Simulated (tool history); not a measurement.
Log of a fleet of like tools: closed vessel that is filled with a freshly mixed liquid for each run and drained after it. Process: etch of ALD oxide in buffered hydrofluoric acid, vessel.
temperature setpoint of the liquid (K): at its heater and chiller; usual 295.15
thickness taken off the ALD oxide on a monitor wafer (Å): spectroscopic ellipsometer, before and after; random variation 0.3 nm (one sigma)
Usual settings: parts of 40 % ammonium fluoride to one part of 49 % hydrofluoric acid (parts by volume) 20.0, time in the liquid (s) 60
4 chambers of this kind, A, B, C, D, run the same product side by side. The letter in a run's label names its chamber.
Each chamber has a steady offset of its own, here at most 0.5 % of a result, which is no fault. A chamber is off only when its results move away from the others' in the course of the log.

run,day,temperature setpoint of the liquid (K),parts of 40 % ammonium fluoride to one part of 49 % hydrofluoric acid (parts by volume),time in the liquid (s),hours since the thermometer was replaced,hours since the hydrofluoric acid flow meter was replaced,"read-back film thickness of the ALD oxide reference wafer, read on the same gauge (nm)",thickness taken off the ALD oxide on a monitor wafer (Å)
1B,0.342,295.15,20.0,60,643.7,785.1,99.943,384.82
2C,0.492,295.15,20.0,60,193.2,800.7,99.991,390.55
3A,0.833,295.15,20.0,60,724.9,62.5,100.030,387.96
4D,1.167,295.15,20.0,60,1662.5,255.3,99.981,390.54
5B,1.354,291.65,13.5,60,668.0,809.4,99.965,471.23
6D,1.700,291.65,13.5,60,1675.3,268.1,99.988,463.10
7A,1.871,291.65,13.5,60,749.8,87.4,100.010,474.74
8C,2.058,291.65,13.5,60,230.8,838.3,99.998,462.53
9A,2.217,295.15,20.0,60,758.1,95.7,99.988,381.18
10B,2.533,295.15,20.0,60,696.3,837.7,100.020,398.70
11C,2.883,295.15,20.0,60,250.6,858.1,100.010,392.17
12D,3.117,295.15,20.0,60,1709.3,302.1,99.997,390.22
13B,3.433,295.15,20.0,60,717.9,859.3,99.996,409.10
14A,3.762,295.15,20.0,60,795.2,132.8,100.000,391.23
15C,4.038,295.15,20.0,60,278.3,885.8,100.010,390.24
16D,4.375,295.15,20.0,60,1739.5,332.3,99.993,385.77
17C,4.704,295.15,20.0,60,294.3,901.8,100.010,386.39
18D,4.925,295.15,20.0,60,1752.7,345.5,100.010,386.91
19A,5.258,295.15,20.0,60,831.1,168.7,100.000,385.05
20B,5.521,295.15,20.0,60,768.0,909.4,99.984,418.49
21D,5.867,295.15,20.0,60,1775.3,368.1,99.967,384.79
22A,6.204,295.15,20.0,60,853.8,191.4,100.000,388.53
23B,6.508,295.15,20.0,60,791.7,933.1,99.996,429.49
24C,6.712,295.15,20.0,60,342.5,950.0,100.010,387.86

Is one chamber off against the others, does the gauge drift, or is nothing wrong? If a chamber is off, say which, and what the likeliest cause is.

Chamber B drifts away from the others.
Cause: liquid hotter than its thermometer reads (K) = 2.07.
The log may not tell that from: hydrofluoric acid flow above the setpoint (%).

Here are 4 candidates for chamber B's next run, each the usual settings with a change, their results left as question marks. Which one brings its results back in line with what the others give on the usual settings?
In line means no further than this from the other chambers' mean on the usual settings: thickness taken off the ALD oxide on a monitor wafer (Å) 11.00
25B-1,6.962,295.15,27.0,60,,,,?
25B-2,6.962,295.15,19.5,65,,,,?
25B-3,6.962,296.65,17.5,60,,,,?
25B-4,6.962,295.15,20.5,55,,,,?

The other chambers' mean on the usual settings: thickness taken off the ALD oxide on a monitor wafer (Å) 388.70
run,thickness taken off the ALD oxide on a monitor wafer (Å)
25B-1,352.61
25B-2,482.52
25B-3,538.15
25B-4,391.15
25B-4 brings the chamber back in line.
